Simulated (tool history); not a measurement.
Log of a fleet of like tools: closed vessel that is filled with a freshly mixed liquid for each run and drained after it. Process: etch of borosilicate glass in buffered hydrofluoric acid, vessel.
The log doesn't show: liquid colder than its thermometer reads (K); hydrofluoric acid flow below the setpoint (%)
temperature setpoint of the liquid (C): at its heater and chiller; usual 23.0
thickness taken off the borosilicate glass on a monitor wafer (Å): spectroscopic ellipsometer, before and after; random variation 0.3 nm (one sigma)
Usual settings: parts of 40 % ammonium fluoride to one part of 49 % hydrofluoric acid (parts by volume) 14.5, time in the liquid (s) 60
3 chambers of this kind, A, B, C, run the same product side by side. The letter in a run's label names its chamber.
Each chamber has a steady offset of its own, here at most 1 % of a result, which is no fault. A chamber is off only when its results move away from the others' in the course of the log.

run  hour  temperature setpoint of the liquid (C)  parts of 40 % ammonium fluoride to one part of 49 % hydrofluoric acid (parts by volume)  time in the liquid (s)  hours since the thermometer was replaced  hours since the hydrofluoric acid flow meter was replaced  read-back film thickness of the borosilicate glass reference wafer, read on the same gauge (nm)  thickness taken off the borosilicate glass on a monitor wafer (Å)
 1C   4.7                                    23.0                                                                                     14.5                      60                                    2521.3                                                      627.0                                                                                           109.95                                                             492.46
 2B   7.7                                    23.0                                                                                     14.5                      60                                    1044.2                                                      889.7                                                                                           109.99                                                             485.95
 3A  11.9                                    23.0                                                                                     14.5                      60                                      69.8                                                      201.7                                                                                           110.03                                                             491.87
 4B  16.0                                    23.0                                                                                     14.5                      60                                    1052.5                                                      898.0                                                                                           109.97                                                             490.85
 5A  20.5                                    23.0                                                                                     14.5                      60                                      78.4                                                      210.3                                                                                           110.02                                                             488.79
     23.5  -- chamber C: hydrofluoric acid flow meter replaced
 6C  24.0                                    23.0                                                                                     14.5                      60                                    2540.6                                                        0.5                                                                                           109.93                                                             488.39
 7C  27.7                                    23.0                                                                                     14.5                      60                                    2544.3                                                        4.2                                                                                           110.00                                                             489.84
     27.9  -- chamber B: hydrofluoric acid flow meter replaced
 8A  30.4                                    23.0                                                                                     14.5                      60                                      88.3                                                      220.2                                                                                           109.99                                                             495.13
 9B  32.8                                    23.0                                                                                     14.5                      60                                    1069.3                                                        5.0                                                                                           110.00                                                             490.98
10A  36.1                                    23.0                                                                                     14.5                      60                                      94.0                                                      225.9                                                                                           110.03                                                             491.72
11B  38.9                                    23.0                                                                                     14.5                      60                                    1075.4                                                       11.1                                                                                           109.99                                                             486.66
12C  42.1                                    23.0                                                                                     14.5                      60                                    2558.7                                                       18.6                                                                                           109.99                                                             491.57
13A  46.9                                    23.0                                                                                     14.5                      60                                     104.8                                                      236.7                                                                                           110.03                                                             494.96
     47.9  -- chamber C: thermometer replaced
14B  50.8                                    23.0                                                                                     14.5                      60                                    1087.3                                                       23.0                                                                                           110.02                                                             498.41
15C  53.8                                    23.0                                                                                     14.5                      60                                       5.9                                                       30.3                                                                                           110.02                                                             489.36
16C  58.0                                    23.0                                                                                     10.0                      60                                      10.1                                                       34.5                                                                                           110.00                                                             698.74
17B  60.2                                    23.0                                                                                     10.0                      60                                    1096.7                                                       32.4                                                                                           110.01                                                             702.41
18A  63.8                                    23.0                                                                                     10.0                      60                                     121.7                                                      253.6                                                                                           109.98                                                             711.54
19A  66.6                                    23.0                                                                                     14.5                      60                                     124.5                                                      256.4                                                                                           110.04                                                             492.76
20C  69.7                                    23.0                                                                                     14.5                      60                                      21.8                                                       46.2                                                                                           109.99                                                             488.53
21B  74.1                                    23.0                                                                                     14.5                      60                                    1110.6                                                       46.3                                                                                           110.03                                                             489.81
22A  76.8                                    23.0                                                                                     17.5                      80                                     134.7                                                      266.6                                                                                           109.99                                                             547.83
23B  79.8                                    23.0                                                                                     17.5                      80                                    1116.3                                                       52.0                                                                                           109.96                                                             547.67
24C  82.8                                    23.0                                                                                     17.5                      80                                      34.9                                                       59.3                                                                                           109.97                                                             537.79
25B  84.9                                    23.0                                                                                     14.5                      60                                    1121.4                                                       57.1                                                                                           110.03                                                             485.71
26A  89.4                                    23.0                                                                                     11.0                      60                                     147.3                                                      279.2                                                                                           110.02                                                             656.46
27C  92.6                                    23.0                                                                                     11.0                      60                                      44.7                                                       69.1                                                                                           109.99                                                             642.88
28C  95.5                                    23.0                                                                                     11.0                      60                                      47.6                                                       72.0                                                                                           109.97                                                             639.41

All 3 chambers run these settings next. Forecast each chamber's results:
29A  99.0                                    26.5                                                                                     14.5                      60                                                                                                                                                                                                                                                                        ?
29B  99.0                                    26.5                                                                                     14.5                      60                                                                                                                                                                                                                                                                        ?
29C  99.0                                    26.5                                                                                     14.5                      60                                                                                                                                                                                                                                                                        ?

run  thickness taken off the borosilicate glass on a monitor wafer (Å)
29A                                                             586.79
29B                                                             589.77
29C                                                             590.70
